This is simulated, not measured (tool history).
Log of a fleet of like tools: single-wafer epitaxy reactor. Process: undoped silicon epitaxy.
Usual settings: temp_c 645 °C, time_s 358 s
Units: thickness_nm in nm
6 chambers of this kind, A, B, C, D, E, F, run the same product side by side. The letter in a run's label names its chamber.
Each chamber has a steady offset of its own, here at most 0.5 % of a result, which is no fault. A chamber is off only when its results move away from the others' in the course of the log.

run,hour,temp_c,time_s,hours since the last pyrometer calibration,"read-back reference wafer on the same gauge, thickness_nm",thickness_nm
1D,9.6,645,358,1088.8,51.546,53.87
2E,22.2,645,358,275.5,51.526,53.788
3A,34.3,645,358,1147.3,51.633,54.057
4C,41.8,645,358,262,51.613,54.162
5B,58,645,358,1229.6,51.624,54.323
6F,74,645,358,2430.6,51.613,54.094
7B,82.9,645,358,1254.5,51.584,54.145
8C,96.7,645,358,316.9,51.621,53.764
9D,109.7,645,358,1188.9,51.588,53.693
10F,121.6,645,358,2478.2,51.625,54.027
11A,135.8,645,358,1248.8,51.627,54.021
12E,142.9,645,358,396.2,51.598,53.948
13A,151.9,645,358,1264.9,51.559,53.725
14E,166.6,645,358,419.9,51.63,53.831
15B,176.2,645,358,1347.8,51.578,54.556
16F,188.6,645,358,2545.2,51.625,54.404
17D,200.1,645,358,1279.3,51.615,53.892
18C,213.8,645,358,434,51.632,53.96
19C,223.5,645,358,443.7,51.636,53.742
20E,238.3,637,332,491.6,51.618,41.668
# hour 239.4: chamber F: pyrometer calibrated
21F,249.6,637,332,10.3,51.559,40.351
22A,258.3,637,332,1371.3,51.604,41.977
23B,266.8,637,332,1438.4,51.571,42.082
24D,281,637,332,1360.2,51.646,41.823
25F,294.1,637,332,54.8,51.564,40.399
26B,307.6,645,358,1479.2,51.601,54.065
27E,319.6,638,315,572.9,51.551,40.822
28A,328.1,638,315,1441.1,51.593,40.705
29C,343.6,638,315,563.8,51.584,40.73
30D,358.1,638,315,1437.3,51.627,40.599
31D,370.2,638,315,1449.4,51.634,40.602
32C,380.9,638,315,601.1,51.628,40.516
33B,389,645,358,1560.6,51.557,54.159
34E,397,645,358,650.3,51.595,53.76
35F,410.8,645,292,171.5,51.63,42.582
36A,425.1,645,292,1538.1,51.546,43.913

All 6 chambers run these settings next. Forecast each chamber's results:
37A,436.8,637,358,,,?
37B,436.8,637,358,,,?
37C,436.8,637,358,,,?
37D,436.8,637,358,,,?
37E,436.8,637,358,,,?
37F,436.8,637,358,,,?

run,thickness_nm
37A,44.82
37B,45.688
37C,45.107
37D,45.262
37E,45.1
37F,43.57
